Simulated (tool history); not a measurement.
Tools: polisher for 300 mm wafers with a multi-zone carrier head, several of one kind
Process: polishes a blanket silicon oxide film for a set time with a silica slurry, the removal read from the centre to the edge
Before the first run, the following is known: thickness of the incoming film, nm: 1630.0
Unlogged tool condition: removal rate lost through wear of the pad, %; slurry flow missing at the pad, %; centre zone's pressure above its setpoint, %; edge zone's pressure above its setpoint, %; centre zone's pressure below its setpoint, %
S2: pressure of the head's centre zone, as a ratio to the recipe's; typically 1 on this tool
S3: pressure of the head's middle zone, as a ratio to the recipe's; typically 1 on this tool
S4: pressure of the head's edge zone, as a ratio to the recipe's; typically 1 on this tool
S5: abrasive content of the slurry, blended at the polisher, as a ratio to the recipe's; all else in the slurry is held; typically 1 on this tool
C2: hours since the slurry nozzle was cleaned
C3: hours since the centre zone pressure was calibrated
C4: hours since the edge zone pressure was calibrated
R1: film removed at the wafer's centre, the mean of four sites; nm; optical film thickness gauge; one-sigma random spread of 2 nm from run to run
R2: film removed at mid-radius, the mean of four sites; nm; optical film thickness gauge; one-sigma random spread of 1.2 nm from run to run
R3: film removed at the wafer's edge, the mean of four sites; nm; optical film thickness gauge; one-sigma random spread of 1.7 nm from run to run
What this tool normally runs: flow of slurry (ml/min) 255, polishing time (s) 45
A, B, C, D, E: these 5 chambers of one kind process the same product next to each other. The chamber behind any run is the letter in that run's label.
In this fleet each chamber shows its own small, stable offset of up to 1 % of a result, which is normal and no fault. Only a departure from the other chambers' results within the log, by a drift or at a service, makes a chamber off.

{"run": "1C", "hour": 8.2, "flow of slurry (ml/min)": 255, "S2": 1, "S3": 1, "S4": 1, "S5": 1, "polishing time (s)": 45, "wafers polished on this pad": 631, "C2": 207.6, "C3": 529.4, "C4": 257.9, "R1": 172.41, "R2": 175.45, "R3": 174.61}
{"hour": 10.6, "done": "chamber B: worn pad replaced by a new one"}
{"hour": 11.5, "done": "chamber E: centre zone pressure recalibrated"}
{"run": "2B", "hour": 13.2, "flow of slurry (ml/min)": 255, "S2": 1, "S3": 1, "S4": 1, "S5": 1, "polishing time (s)": 45, "wafers polished on this pad": 21, "C2": 132.5, "C3": 106.8, "C4": 338.2, "R1": 176.69, "R2": 175.65, "R3": 179.4}
{"hour": 15.9, "done": "chamber E: slurry nozzle cleaned"}
{"hour": 16.1, "done": "chamber A: centre zone pressure recalibrated"}
{"run": "3D", "hour": 17.3, "flow of slurry (ml/min)": 255, "S2": 1, "S3": 1, "S4": 1, "S5": 1, "polishing time (s)": 45, "wafers polished on this pad": 593, "C2": 160.7, "C3": 29.1, "C4": 274.7, "R1": 176.14, "R2": 175.32, "R3": 178.44}
{"hour": 21.0, "done": "chamber A: worn pad replaced by a new one"}
{"run": "4A", "hour": 22.9, "flow of slurry (ml/min)": 255, "S2": 1, "S3": 1, "S4": 1, "S5": 1, "polishing time (s)": 45, "wafers polished on this pad": 16, "C2": 338.7, "C3": 6.8, "C4": 39.9, "R1": 177.82, "R2": 175.56, "R3": 176.74}
{"run": "5E", "hour": 30.1, "flow of slurry (ml/min)": 255, "S2": 1, "S3": 1, "S4": 1, "S5": 1, "polishing time (s)": 45, "wafers polished on this pad": 1539, "C2": 14.3, "C3": 18.6, "C4": 379.6, "R1": 175.4, "R2": 175.58, "R3": 175.24}
{"hour": 33.7, "done": "chamber E: worn pad replaced by a new one"}
{"hour": 34.1, "done": "chamber D: worn pad replaced by a new one"}
{"run": "6A", "hour": 34.2, "flow of slurry (ml/min)": 255, "S2": 1, "S3": 1, "S4": 1, "S5": 1, "polishing time (s)": 45, "wafers polished on this pad": 108, "C2": 350, "C3": 18.1, "C4": 51.2, "R1": 171.64, "R2": 177.53, "R3": 176.48}
{"run": "7C", "hour": 38.3, "flow of slurry (ml/min)": 255, "S2": 1, "S3": 1, "S4": 1, "S5": 1, "polishing time (s)": 45, "wafers polished on this pad": 878, "C2": 237.7, "C3": 559.5, "C4": 288, "R1": 173, "R2": 178.76, "R3": 177.37}
{"hour": 39.2, "done": "chamber A: slurry nozzle cleaned"}
{"run": "8D", "hour": 45.8, "flow of slurry (ml/min)": 255, "S2": 1, "S3": 1, "S4": 1, "S5": 1, "polishing time (s)": 45, "wafers polished on this pad": 96, "C2": 189.2, "C3": 57.6, "C4": 303.2, "R1": 175.41, "R2": 175.39, "R3": 175.5}
{"run": "9E", "hour": 51.2, "flow of slurry (ml/min)": 255, "S2": 1, "S3": 1, "S4": 1, "S5": 1, "polishing time (s)": 45, "wafers polished on this pad": 143, "C2": 35.4, "C3": 39.7, "C4": 400.7, "R1": 174.77, "R2": 177.23, "R3": 176.41}
{"hour": 57.2, "done": "chamber C: centre zone pressure recalibrated"}
{"run": "10B", "hour": 57.2, "flow of slurry (ml/min)": 335, "S2": 1, "S3": 1, "S4": 1, "S5": 1, "polishing time (s)": 45, "wafers polished on this pad": 381, "C2": 176.5, "C3": 150.8, "C4": 382.2, "R1": 183.71, "R2": 179.2, "R3": 182.68}
{"hour": 61.7, "done": "chamber C: worn pad replaced by a new one"}
{"run": "11B", "hour": 62.3, "flow of slurry (ml/min)": 335, "S2": 1, "S3": 1, "S4": 1, "S5": 1, "polishing time (s)": 45, "wafers polished on this pad": 423, "C2": 181.6, "C3": 155.9, "C4": 387.3, "R1": 179.48, "R2": 181.74, "R3": 179.68}
{"run": "12E", "hour": 69.2, "flow of slurry (ml/min)": 335, "S2": 1, "S3": 1, "S4": 1, "S5": 1, "polishing time (s)": 45, "wafers polished on this pad": 290, "C2": 53.4, "C3": 57.7, "C4": 418.7, "R1": 178.91, "R2": 181.27, "R3": 182.23}
{"run": "13C", "hour": 77.7, "flow of slurry (ml/min)": 335, "S2": 1, "S3": 1, "S4": 1, "S5": 1, "polishing time (s)": 45, "wafers polished on this pad": 131, "C2": 277.1, "C3": 20.6, "C4": 327.4, "R1": 181.23, "R2": 181.83, "R3": 177.97}
{"run": "14A", "hour": 86.3, "flow of slurry (ml/min)": 335, "S2": 1, "S3": 1, "S4": 1, "S5": 1, "polishing time (s)": 45, "wafers polished on this pad": 535, "C2": 47.2, "C3": 70.2, "C4": 103.3, "R1": 183.89, "R2": 181.1, "R3": 183.15}
{"hour": 90.8, "done": "chamber B: worn pad replaced by a new one"}
{"run": "15D", "hour": 91.4, "flow of slurry (ml/min)": 255, "S2": 1, "S3": 1, "S4": 1, "S5": 1, "polishing time (s)": 45, "wafers polished on this pad": 469, "C2": 234.8, "C3": 103.2, "C4": 348.8, "R1": 176.45, "R2": 175.69, "R3": 177.91}
{"run": "16C", "hour": 99.5, "flow of slurry (ml/min)": 255, "S2": 1, "S3": 1, "S4": 1, "S5": 1, "polishing time (s)": 45, "wafers polished on this pad": 309, "C2": 298.9, "C3": 42.4, "C4": 349.2, "R1": 175.76, "R2": 177.57, "R3": 175.5}
{"run": "17B", "hour": 106.3, "flow of slurry (ml/min)": 255, "S2": 1, "S3": 1.07, "S4": 1.08, "S5": 1, "polishing time (s)": 45, "wafers polished on this pad": 127, "C2": 225.6, "C3": 199.9, "C4": 431.3, "R1": 175.04, "R2": 186.19, "R3": 181.62}
{"run": "18D", "hour": 112.7, "flow of slurry (ml/min)": 255, "S2": 1, "S3": 1.07, "S4": 1.08, "S5": 1, "polishing time (s)": 45, "wafers polished on this pad": 643, "C2": 256.1, "C3": 124.5, "C4": 370.1, "R1": 178.08, "R2": 186.44, "R3": 183.98}
{"run": "19A", "hour": 119.5, "flow of slurry (ml/min)": 255, "S2": 1, "S3": 1.07, "S4": 1.08, "S5": 1, "polishing time (s)": 45, "wafers polished on this pad": 806, "C2": 80.4, "C3": 103.4, "C4": 136.5, "R1": 174.91, "R2": 188.6, "R3": 184.9}
{"hour": 127.2, "done": "chamber A: worn pad replaced by a new one"}
{"run": "20E", "hour": 128.1, "flow of slurry (ml/min)": 255, "S2": 1, "S3": 1.07, "S4": 1.08, "S5": 1, "polishing time (s)": 45, "wafers polished on this pad": 772, "C2": 112.3, "C3": 116.6, "C4": 477.6, "R1": 177.97, "R2": 186.46, "R3": 181.91}
{"run": "21C", "hour": 132.0, "flow of slurry (ml/min)": 255, "S2": 1, "S3": 1.07, "S4": 1.08, "S5": 1, "polishing time (s)": 45, "wafers polished on this pad": 575, "C2": 331.4, "C3": 74.9, "C4": 381.7, "R1": 174.33, "R2": 186.72, "R3": 186.43}
{"run": "22A", "hour": 138.9, "flow of slurry (ml/min)": 225, "S2": 1, "S3": 1, "S4": 1.08, "S5": 1, "polishing time (s)": 45, "wafers polished on this pad": 95, "C2": 99.8, "C3": 122.8, "C4": 155.9, "R1": 171.61, "R2": 172.53, "R3": 184.18}
{"run": "23B", "hour": 145.2, "flow of slurry (ml/min)": 225, "S2": 1, "S3": 1, "S4": 1.08, "S5": 1, "polishing time (s)": 45, "wafers polished on this pad": 445, "C2": 264.5, "C3": 238.8, "C4": 470.2, "R1": 170.69, "R2": 175.07, "R3": 179.49}
{"hour": 145.9, "done": "chamber D: worn pad replaced by a new one"}
{"run": "24E", "hour": 153.0, "flow of slurry (ml/min)": 225, "S2": 1, "S3": 1, "S4": 1.08, "S5": 1, "polishing time (s)": 45, "wafers polished on this pad": 976, "C2": 137.2, "C3": 141.5, "C4": 502.5, "R1": 172.43, "R2": 174.66, "R3": 184.25}
{"run": "25D", "hour": 159.6, "flow of slurry (ml/min)": 225, "S2": 1, "S3": 1, "S4": 1.08, "S5": 1, "polishing time (s)": 45, "wafers polished on this pad": 112, "C2": 303, "C3": 171.4, "C4": 417, "R1": 172.7, "R2": 172.14, "R3": 180.3}
{"hour": 164.6, "done": "chamber B: worn pad replaced by a new one"}
{"run": "26C", "hour": 165.0, "flow of slurry (ml/min)": 225, "S2": 1, "S3": 1, "S4": 1.08, "S5": 1, "polishing time (s)": 45, "wafers polished on this pad": 845, "C2": 364.4, "C3": 107.9, "C4": 414.7, "R1": 176.37, "R2": 173.33, "R3": 180.61}
{"hour": 167.1, "done": "chamber C: edge zone pressure recalibrated"}
{"run": "27A", "hour": 171.4, "flow of slurry (ml/min)": 255, "S2": 1, "S3": 1, "S4": 1, "S5": 1, "polishing time (s)": 45, "wafers polished on this pad": 361, "C2": 132.3, "C3": 155.3, "C4": 188.4, "R1": 174.87, "R2": 180.13, "R3": 176.31}
{"run": "28B", "hour": 178.4, "flow of slurry (ml/min)": 255, "S2": 1, "S3": 1, "S4": 1, "S5": 1, "polishing time (s)": 45, "wafers polished on this pad": 113, "C2": 297.7, "C3": 272, "C4": 503.4, "R1": 174.07, "R2": 176.57, "R3": 174.68}
{"hour": 183.6, "done": "chamber C: worn pad replaced by a new one"}
{"run": "29E", "hour": 186.8, "flow of slurry (ml/min)": 255, "S2": 1, "S3": 1, "S4": 1, "S5": 1, "polishing time (s)": 45, "wafers polished on this pad": 1253, "C2": 171, "C3": 175.3, "C4": 536.3, "R1": 181.34, "R2": 176.98, "R3": 176.05}
{"run": "30D", "hour": 191.6, "flow of slurry (ml/min)": 255, "S2": 1, "S3": 1, "S4": 1, "S5": 1, "polishing time (s)": 45, "wafers polished on this pad": 374, "C2": 335, "C3": 203.4, "C4": 449, "R1": 176.5, "R2": 175.02, "R3": 178.99}
{"run": "31A", "hour": 198.2, "flow of slurry (ml/min)": 255, "S2": 1, "S3": 1, "S4": 1, "S5": 1, "polishing time (s)": 45, "wafers polished on this pad": 581, "C2": 159.1, "C3": 182.1, "C4": 215.2, "R1": 176.32, "R2": 176.37, "R3": 179.9}
{"hour": 201.8, "done": "chamber D: edge zone pressure recalibrated"}
{"run": "32C", "hour": 203.3, "flow of slurry (ml/min)": 255, "S2": 0.93, "S3": 1, "S4": 0.9, "S5": 1, "polishing time (s)": 45, "wafers polished on this pad": 161, "C2": 402.7, "C3": 146.2, "C4": 36.3, "R1": 159.41, "R2": 175.31, "R3": 168.19}
{"hour": 207.1, "done": "chamber E: worn pad replaced by a new one"}
{"run": "33E", "hour": 207.8, "flow of slurry (ml/min)": 255, "S2": 0.93, "S3": 1, "S4": 0.9, "S5": 1, "polishing time (s)": 45, "wafers polished on this pad": 5, "C2": 192, "C3": 196.3, "C4": 557.3, "R1": 161.5, "R2": 176.77, "R3": 164.85}
{"run": "34D", "hour": 213.3, "flow of slurry (ml/min)": 255, "S2": 0.93, "S3": 1, "S4": 0.9, "S5": 1, "polishing time (s)": 45, "wafers polished on this pad": 551, "C2": 356.7, "C3": 225.1, "C4": 11.5, "R1": 161.06, "R2": 177.49, "R3": 168.01}
{"run": "35B", "hour": 220.9, "flow of slurry (ml/min)": 255, "S2": 0.93, "S3": 1, "S4": 0.9, "S5": 1, "polishing time (s)": 45, "wafers polished on this pad": 461, "C2": 340.2, "C3": 314.5, "C4": 545.9, "R1": 161.14, "R2": 174.61, "R3": 167.05}
{"run": "36A", "hour": 226.3, "flow of slurry (ml/min)": 255, "S2": 0.93, "S3": 1, "S4": 0.9, "S5": 1, "polishing time (s)": 45, "wafers polished on this pad": 811, "C2": 187.2, "C3": 210.2, "C4": 243.3, "R1": 163.54, "R2": 178.85, "R3": 167.84}
{"hour": 228.7, "done": "chamber A: worn pad replaced by a new one"}
{"run": "37E", "hour": 231.7, "flow of slurry (ml/min)": 255, "S2": 1, "S3": 1, "S4": 1, "S5": 1, "polishing time (s)": 45, "wafers polished on this pad": 201, "C2": 215.9, "C3": 220.2, "C4": 581.2, "R1": 174.39, "R2": 177.19, "R3": 177.71}
{"run": "38C", "hour": 240.3, "flow of slurry (ml/min)": 255, "S2": 1, "S3": 1, "S4": 1.05, "S5": 0.85, "polishing time (s)": 45, "wafers polished on this pad": 464, "C2": 439.7, "C3": 183.2, "C4": 73.3, "R1": 162.72, "R2": 165.8, "R3": 171.51}
{"hour": 240.7, "done": "chamber B: worn pad replaced by a new one"}
{"run": "39B", "hour": 248.4, "flow of slurry (ml/min)": 255, "S2": 1, "S3": 1, "S4": 1.05, "S5": 0.85, "polishing time (s)": 45, "wafers polished on this pad": 63, "C2": 367.7, "C3": 342, "C4": 573.4, "R1": 162.07, "R2": 163.98, "R3": 163.39}
{"hour": 248.6, "done": "chamber D: worn pad replaced by a new one"}
{"run": "40D", "hour": 255.8, "flow of slurry (ml/min)": 255, "S2": 1, "S3": 1, "S4": 1.05, "S5": 0.85, "polishing time (s)": 45, "wafers polished on this pad": 59, "C2": 399.2, "C3": 267.6, "C4": 54, "R1": 162.05, "R2": 164.16, "R3": 167.74}
{"run": "41B", "hour": 260.3, "flow of slurry (ml/min)": 255, "S2": 1, "S3": 1, "S4": 1.05, "S5": 0.85, "polishing time (s)": 45, "wafers polished on this pad": 160, "C2": 379.6, "C3": 353.9, "C4": 585.3, "R1": 158.99, "R2": 163.76, "R3": 166.75}
{"run": "42D", "hour": 265.9, "flow of slurry (ml/min)": 255, "S2": 1, "S3": 1, "S4": 1.05, "S5": 0.85, "polishing time (s)": 45, "wafers polished on this pad": 141, "C2": 409.3, "C3": 277.7, "C4": 64.1, "R1": 163.81, "R2": 162.16, "R3": 166.97}
{"run": "43A", "hour": 272.7, "flow of slurry (ml/min)": 255, "S2": 1, "S3": 1, "S4": 1, "S5": 1, "polishing time (s)": 45, "wafers polished on this pad": 360, "C2": 233.6, "C3": 256.6, "C4": 289.7, "R1": 174.48, "R2": 178.06, "R3": 175.55}

Next, all 5 chambers run the settings below, one line each with question marks for the results. What does each chamber give?
{"run": "44A", "hour": 278.9, "flow of slurry (ml/min)": 255, "S2": 1, "S3": 1, "S4": 1, "S5": 1, "polishing time (s)": 45, "R1": "?", "R2": "?", "R3": "?"}
{"run": "44B", "hour": 278.9, "flow of slurry (ml/min)": 255, "S2": 1, "S3": 1, "S4": 1, "S5": 1, "polishing time (s)": 45, "R1": "?", "R2": "?", "R3": "?"}
{"run": "44C", "hour": 278.9, "flow of slurry (ml/min)": 255, "S2": 1, "S3": 1, "S4": 1, "S5": 1, "polishing time (s)": 45, "R1": "?", "R2": "?", "R3": "?"}
{"run": "44D", "hour": 278.9, "flow of slurry (ml/min)": 255, "S2": 1, "S3": 1, "S4": 1, "S5": 1, "polishing time (s)": 45, "R1": "?", "R2": "?", "R3": "?"}
{"run": "44E", "hour": 278.9, "flow of slurry (ml/min)": 255, "S2": 1, "S3": 1, "S4": 1, "S5": 1, "polishing time (s)": 45, "R1": "?", "R2": "?", "R3": "?"}

run=44A R1=174.72 R2=177.08 R3=178.47
run=44B R1=170.32 R2=176.29 R3=175.35
run=44C R1=174.15 R2=175.57 R3=176.54
run=44D R1=175.5 R2=175.38 R3=177.13
run=44E R1=176.69 R2=176.32 R3=174.91
